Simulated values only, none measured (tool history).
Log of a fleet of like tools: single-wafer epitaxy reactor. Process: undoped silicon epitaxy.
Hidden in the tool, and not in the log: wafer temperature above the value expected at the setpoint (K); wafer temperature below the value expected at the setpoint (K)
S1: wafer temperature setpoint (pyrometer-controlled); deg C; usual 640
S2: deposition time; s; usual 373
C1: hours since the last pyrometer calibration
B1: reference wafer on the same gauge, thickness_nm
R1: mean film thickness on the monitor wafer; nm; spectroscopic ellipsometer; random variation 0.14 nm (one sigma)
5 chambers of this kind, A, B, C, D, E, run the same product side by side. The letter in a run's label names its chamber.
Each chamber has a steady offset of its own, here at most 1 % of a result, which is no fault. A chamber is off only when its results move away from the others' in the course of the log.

run 1E day=0.204 | S1=640 S2=373 | C1=389.1 | B1=47.996 | R1=49.985
run 2C day=0.462 | S1=640 S2=373 | C1=461.8 | B1=48.035 | R1=50.458
run 3B day=0.646 | S1=640 S2=373 | C1=1870.2 | B1=48.012 | R1=50.133
run 4D day=0.854 | S1=640 S2=373 | C1=1816.3 | B1=47.998 | R1=50.339
run 5A day=1.167 | S1=640 S2=373 | C1=1634.9 | B1=48.035 | R1=49.978
run 6B day=1.533 | S1=640 S2=373 | C1=1891.5 | B1=47.999 | R1=50.020
run 7C day=1.833 | S1=640 S2=373 | C1=494.7 | B1=47.969 | R1=50.433
run 8A day=2.025 | S1=640 S2=373 | C1=1655.5 | B1=48.002 | R1=50.351
run 9E day=2.229 | S1=640 S2=373 | C1=437.7 | B1=47.973 | R1=50.118
run 10D day=2.638 | S1=640 S2=373 | C1=1859.1 | B1=48.013 | R1=50.333
run 11B day=3.058 | S1=640 S2=373 | C1=1928.1 | B1=48.008 | R1=50.281
run 12A day=3.479 | S1=640 S2=373 | C1=1690.4 | B1=48.020 | R1=50.204
run 13E day=3.775 | S1=640 S2=373 | C1=474.8 | B1=47.979 | R1=49.652
run 14C day=4.108 | S1=640 S2=373 | C1=549.3 | B1=47.990 | R1=50.552
run 15D day=4.412 | S1=626 S2=319 | C1=1901.7 | B1=47.978 | R1=31.504
run 16D day=4.708 | S1=626 S2=319 | C1=1908.8 | B1=48.016 | R1=31.477
run 17B day=4.904 | S1=626 S2=319 | C1=1972.4 | B1=47.989 | R1=31.282
run 18E day=5.125 | S1=626 S2=319 | C1=507.2 | B1=48.010 | R1=31.080
run 19A day=5.542 | S1=626 S2=319 | C1=1739.9 | B1=48.002 | R1=31.304
run 20C day=5.846 | S1=640 S2=373 | C1=591.0 | B1=48.007 | R1=50.014
run 21A day=6.058 | S1=640 S2=373 | C1=1752.3 | B1=48.041 | R1=50.042
run 22B day=6.267 | S1=640 S2=373 | C1=2005.1 | B1=47.978 | R1=49.967
run 23D day=6.662 | S1=640 S2=373 | C1=1955.7 | B1=47.985 | R1=50.464
run 24C day=7.058 | S1=647 S2=373 | C1=620.1 | B1=47.953 | R1=58.091
run 25E day=7.475 | S1=647 S2=373 | C1=563.6 | B1=48.013 | R1=58.193
run 26B day=7.792 | S1=647 S2=373 | C1=2041.7 | B1=48.012 | R1=58.573
run 27A day=8.108 | S1=647 S2=373 | C1=1801.5 | B1=47.972 | R1=58.225
run 28E day=8.475 | S1=647 S2=373 | C1=587.6 | B1=48.020 | R1=58.190
run 29C day=8.679 | S1=640 S2=373 | C1=659.0 | B1=47.987 | R1=49.730
run 30D day=9.046 | S1=640 S2=373 | C1=2012.9 | B1=48.007 | R1=50.046
run 31E day=9.379 | S1=640 S2=373 | C1=609.3 | B1=48.005 | R1=49.820
run 32A day=9.704 | S1=640 S2=373 | C1=1839.8 | B1=48.032 | R1=50.125
run 33D day=10.071 | S1=640 S2=373 | C1=2037.5 | B1=48.020 | R1=50.345
run 34B day=10.308 | S1=640 S2=373 | C1=2102.1 | B1=47.964 | R1=50.177
run 35C day=10.621 | S1=640 S2=373 | C1=705.6 | B1=48.034 | R1=49.357
run 36A day=11.038 | S1=640 S2=373 | C1=1871.8 | B1=48.023 | R1=50.115
run 37E day=11.404 | S1=640 S2=373 | C1=657.9 | B1=48.027 | R1=50.157
run 38C day=11.738 | S1=640 S2=373 | C1=732.4 | B1=48.003 | R1=49.304
run 39B day=11.958 | S1=640 S2=373 | C1=2141.7 | B1=47.994 | R1=50.088
run 40D day=12.233 | S1=640 S2=373 | C1=2089.4 | B1=47.982 | R1=50.346
-- day=12.388 chamber D: pyrometer calibrated
run 41E day=12.554 | S1=640 S2=373 | C1=685.5 | B1=47.954 | R1=49.978
run 42C day=12.912 | S1=640 S2=373 | C1=760.6 | B1=48.002 | R1=49.281
run 43D day=13.321 | S1=640 S2=373 | C1=22.4 | B1=47.992 | R1=50.085
run 44B day=13.554 | S1=640 S2=373 | C1=2180.0 | B1=48.001 | R1=50.493

Is one chamber off against the others, does the gauge drift, or is nothing wrong? If a chamber is off, say which, and what the likeliest cause is.

Chamber C drifts away from the others.
Cause: wafer temperature below the value expected at the setpoint (K) = 1.59.

Here are 4 candidates for chamber C's next run, each the usual settings with a change, their results left as question marks. Which one brings its results back in line with what the others give on the usual settings?
In line means no further than this from the other chambers' mean on the usual settings: R1 0.500 nm
run 45C-1 day=13.854 | S1=640 S2=389 | R1=?
run 45C-2 day=13.854 | S1=639 S2=371 | R1=?
run 45C-3 day=13.854 | S1=640 S2=357 | R1=?
run 45C-4 day=13.854 | S1=641 S2=375 | R1=?

The other chambers' mean on the usual settings: R1 50.085 nm
run=45C-1 R1=50.921
run=45C-2 R1=47.507
run=45C-3 R1=46.732
run=45C-4 R1=50.180
45C-4 brings the chamber back in line.
